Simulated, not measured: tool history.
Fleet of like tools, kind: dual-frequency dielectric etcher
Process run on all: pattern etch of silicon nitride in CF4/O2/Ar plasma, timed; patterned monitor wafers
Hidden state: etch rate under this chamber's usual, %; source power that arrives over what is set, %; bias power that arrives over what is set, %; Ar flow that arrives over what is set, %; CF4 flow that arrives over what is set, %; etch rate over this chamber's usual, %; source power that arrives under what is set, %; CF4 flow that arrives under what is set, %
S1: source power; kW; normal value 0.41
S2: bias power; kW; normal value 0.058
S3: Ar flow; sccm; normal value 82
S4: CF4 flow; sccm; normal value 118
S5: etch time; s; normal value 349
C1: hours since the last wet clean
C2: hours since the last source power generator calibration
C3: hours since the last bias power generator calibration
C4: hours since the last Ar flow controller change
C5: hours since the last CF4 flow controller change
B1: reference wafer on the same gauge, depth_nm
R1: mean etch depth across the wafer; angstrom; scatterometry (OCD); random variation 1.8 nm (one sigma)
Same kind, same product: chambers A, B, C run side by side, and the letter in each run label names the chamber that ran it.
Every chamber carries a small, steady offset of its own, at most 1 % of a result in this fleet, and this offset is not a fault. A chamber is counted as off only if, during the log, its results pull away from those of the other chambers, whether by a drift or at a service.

{"run": "1B", "hour": 4.2, "S1": 0.41, "S2": 0.058, "S3": 82, "S4": 118, "S5": 349, "C1": 566.3, "C2": 3056.1, "C3": 1715.9, "C4": 1233.1, "C5": 1424.6, "B1": 581.93, "R1": 6197.6}
{"run": "2A", "hour": 6.7, "S1": 0.41, "S2": 0.058, "S3": 82, "S4": 118, "S5": 349, "C1": 49.9, "C2": 2188.1, "C3": 926.3, "C4": 2940.9, "C5": 1635.5, "B1": 582.2, "R1": 6154.7}
{"run": "3C", "hour": 8.8, "S1": 0.41, "S2": 0.058, "S3": 82, "S4": 118, "S5": 349, "C1": 415.3, "C2": 357.2, "C3": 248.9, "C4": 2219.5, "C5": 3678.8, "B1": 582.24, "R1": 6097.3}
{"run": "4B", "hour": 10.8, "S1": 0.41, "S2": 0.058, "S3": 82, "S4": 118, "S5": 349, "C1": 572.9, "C2": 3062.7, "C3": 1722.5, "C4": 1239.7, "C5": 1431.2, "B1": 582.24, "R1": 6173}
{"run": "5A", "hour": 13.0, "S1": 0.41, "S2": 0.058, "S3": 82, "S4": 118, "S5": 349, "C1": 56.2, "C2": 2194.4, "C3": 932.6, "C4": 2947.2, "C5": 1641.8, "B1": 581.53, "R1": 6158.8}
{"run": "6C", "hour": 15.7, "S1": 0.41, "S2": 0.058, "S3": 82, "S4": 118, "S5": 349, "C1": 422.2, "C2": 364.1, "C3": 255.8, "C4": 2226.4, "C5": 3685.7, "B1": 581.91, "R1": 6131.6}
{"run": "7A", "hour": 19.5, "S1": 0.41, "S2": 0.058, "S3": 65, "S4": 118, "S5": 349, "C1": 62.7, "C2": 2200.9, "C3": 939.1, "C4": 2953.7, "C5": 1648.3, "B1": 582.47, "R1": 6322.7}
{"run": "8B", "hour": 23.2, "S1": 0.41, "S2": 0.058, "S3": 65, "S4": 118, "S5": 349, "C1": 585.3, "C2": 3075.1, "C3": 1734.9, "C4": 1252.1, "C5": 1443.6, "B1": 581.65, "R1": 6283.3}
{"run": "9C", "hour": 26.6, "S1": 0.41, "S2": 0.058, "S3": 65, "S4": 118, "S5": 349, "C1": 433.1, "C2": 375, "C3": 266.7, "C4": 2237.3, "C5": 3696.6, "B1": 581.67, "R1": 6259.1}
{"run": "10B", "hour": 30.4, "S1": 0.46, "S2": 0.058, "S3": 82, "S4": 118, "S5": 349, "C1": 592.5, "C2": 3082.3, "C3": 1742.1, "C4": 1259.3, "C5": 1450.8, "B1": 582.14, "R1": 6812}
{"hour": 32.7, "done": "chamber B: wet clean of the chamber"}
{"run": "11C", "hour": 33.4, "S1": 0.46, "S2": 0.058, "S3": 82, "S4": 118, "S5": 349, "C1": 439.9, "C2": 381.8, "C3": 273.5, "C4": 2244.1, "C5": 3703.4, "B1": 582.11, "R1": 6763.6}
{"run": "12A", "hour": 36.3, "S1": 0.46, "S2": 0.058, "S3": 82, "S4": 118, "S5": 349, "C1": 79.5, "C2": 2217.7, "C3": 955.9, "C4": 2970.5, "C5": 1665.1, "B1": 581.89, "R1": 6792.9}
{"run": "13C", "hour": 38.7, "S1": 0.41, "S2": 0.058, "S3": 82, "S4": 118, "S5": 349, "C1": 445.2, "C2": 387.1, "C3": 278.8, "C4": 2249.4, "C5": 3708.7, "B1": 581.82, "R1": 6141}
{"run": "14A", "hour": 43.0, "S1": 0.41, "S2": 0.058, "S3": 82, "S4": 118, "S5": 349, "C1": 86.2, "C2": 2224.4, "C3": 962.6, "C4": 2977.2, "C5": 1671.8, "B1": 581.87, "R1": 6165.2}
{"run": "15B", "hour": 45.8, "S1": 0.41, "S2": 0.058, "S3": 82, "S4": 118, "S5": 349, "C1": 13.2, "C2": 3097.7, "C3": 1757.5, "C4": 1274.7, "C5": 1466.2, "B1": 582.03, "R1": 6199.8}
{"run": "16B", "hour": 48.2, "S1": 0.41, "S2": 0.058, "S3": 82, "S4": 118, "S5": 349, "C1": 15.6, "C2": 3100.1, "C3": 1759.9, "C4": 1277.1, "C5": 1468.6, "B1": 581.6, "R1": 6193.3}
{"run": "17C", "hour": 51.6, "S1": 0.41, "S2": 0.058, "S3": 82, "S4": 118, "S5": 349, "C1": 458.1, "C2": 400, "C3": 291.7, "C4": 2262.3, "C5": 3721.6, "B1": 582, "R1": 6136.3}
{"run": "18A", "hour": 53.7, "S1": 0.51, "S2": 0.058, "S3": 82, "S4": 137, "S5": 349, "C1": 96.9, "C2": 2235.1, "C3": 973.3, "C4": 2987.9, "C5": 1682.5, "B1": 582.12, "R1": 7536.6}
{"run": "19B", "hour": 56.6, "S1": 0.51, "S2": 0.058, "S3": 82, "S4": 137, "S5": 349, "C1": 24, "C2": 3108.5, "C3": 1768.3, "C4": 1285.5, "C5": 1477, "B1": 581.74, "R1": 7520.7}
{"run": "20A", "hour": 60.7, "S1": 0.51, "S2": 0.058, "S3": 82, "S4": 137, "S5": 349, "C1": 103.9, "C2": 2242.1, "C3": 980.3, "C4": 2994.9, "C5": 1689.5, "B1": 582.44, "R1": 7569.2}
{"hour": 64.2, "done": "chamber B: bias power generator calibrated"}
{"run": "21C", "hour": 64.3, "S1": 0.41, "S2": 0.058, "S3": 82, "S4": 118, "S5": 349, "C1": 470.8, "C2": 412.7, "C3": 304.4, "C4": 2275, "C5": 3734.3, "B1": 582.23, "R1": 6138.7}
{"run": "22A", "hour": 66.6, "S1": 0.41, "S2": 0.058, "S3": 82, "S4": 118, "S5": 349, "C1": 109.8, "C2": 2248, "C3": 986.2, "C4": 3000.8, "C5": 1695.4, "B1": 582, "R1": 6126.7}
{"run": "23B", "hour": 68.7, "S1": 0.41, "S2": 0.058, "S3": 82, "S4": 118, "S5": 349, "C1": 36.1, "C2": 3120.6, "C3": 4.5, "C4": 1297.6, "C5": 1489.1, "B1": 581.94, "R1": 6164.8}
{"run": "24C", "hour": 73.0, "S1": 0.41, "S2": 0.058, "S3": 82, "S4": 118, "S5": 349, "C1": 479.5, "C2": 421.4, "C3": 313.1, "C4": 2283.7, "C5": 3743, "B1": 582.25, "R1": 6137.7}
{"run": "25B", "hour": 75.6, "S1": 0.41, "S2": 0.058, "S3": 82, "S4": 118, "S5": 349, "C1": 43, "C2": 3127.5, "C3": 11.4, "C4": 1304.5, "C5": 1496, "B1": 581.84, "R1": 6155.3}
{"run": "26A", "hour": 79.3, "S1": 0.41, "S2": 0.058, "S3": 82, "S4": 118, "S5": 349, "C1": 122.5, "C2": 2260.7, "C3": 998.9, "C4": 3013.5, "C5": 1708.1, "B1": 581.47, "R1": 6160.7}
{"run": "27C", "hour": 81.8, "S1": 0.41, "S2": 0.058, "S3": 82, "S4": 118, "S5": 349, "C1": 488.3, "C2": 430.2, "C3": 321.9, "C4": 2292.5, "C5": 3751.8, "B1": 581.8, "R1": 6131.1}
{"run": "28C", "hour": 86.1, "S1": 0.41, "S2": 0.058, "S3": 82, "S4": 118, "S5": 349, "C1": 492.6, "C2": 434.5, "C3": 326.2, "C4": 2296.8, "C5": 3756.1, "B1": 581.94, "R1": 6120.8}
{"run": "29B", "hour": 88.2, "S1": 0.41, "S2": 0.058, "S3": 82, "S4": 118, "S5": 349, "C1": 55.6, "C2": 3140.1, "C3": 24, "C4": 1317.1, "C5": 1508.6, "B1": 581.81, "R1": 6154.8}
{"run": "30A", "hour": 91.6, "S1": 0.41, "S2": 0.058, "S3": 82, "S4": 118, "S5": 349, "C1": 134.8, "C2": 2273, "C3": 1011.2, "C4": 3025.8, "C5": 1720.4, "B1": 581.87, "R1": 6161.5}
{"run": "31B", "hour": 93.7, "S1": 0.41, "S2": 0.058, "S3": 89, "S4": 118, "S5": 349, "C1": 61.1, "C2": 3145.6, "C3": 29.5, "C4": 1322.6, "C5": 1514.1, "B1": 582.29, "R1": 6116.4}
{"run": "32C", "hour": 97.8, "S1": 0.41, "S2": 0.058, "S3": 89, "S4": 118, "S5": 349, "C1": 504.3, "C2": 446.2, "C3": 337.9, "C4": 2308.5, "C5": 3767.8, "B1": 582.13, "R1": 6062.9}
{"run": "33A", "hour": 101.9, "S1": 0.41, "S2": 0.058, "S3": 89, "S4": 118, "S5": 349, "C1": 145.1, "C2": 2283.3, "C3": 1021.5, "C4": 3036.1, "C5": 1730.7, "B1": 582.42, "R1": 6093.2}
{"run": "34B", "hour": 104.7, "S1": 0.41, "S2": 0.058, "S3": 67, "S4": 94, "S5": 349, "C1": 72.1, "C2": 3156.6, "C3": 40.5, "C4": 1333.6, "C5": 1525.1, "B1": 581.7, "R1": 6155}

Is one chamber off against the others, does the gauge drift, or is nothing wrong? If a chamber is off, say which, and what the likeliest cause is.

The fleet is healthy, with each chamber sitting at its usual small offset and no drift in the gauge.
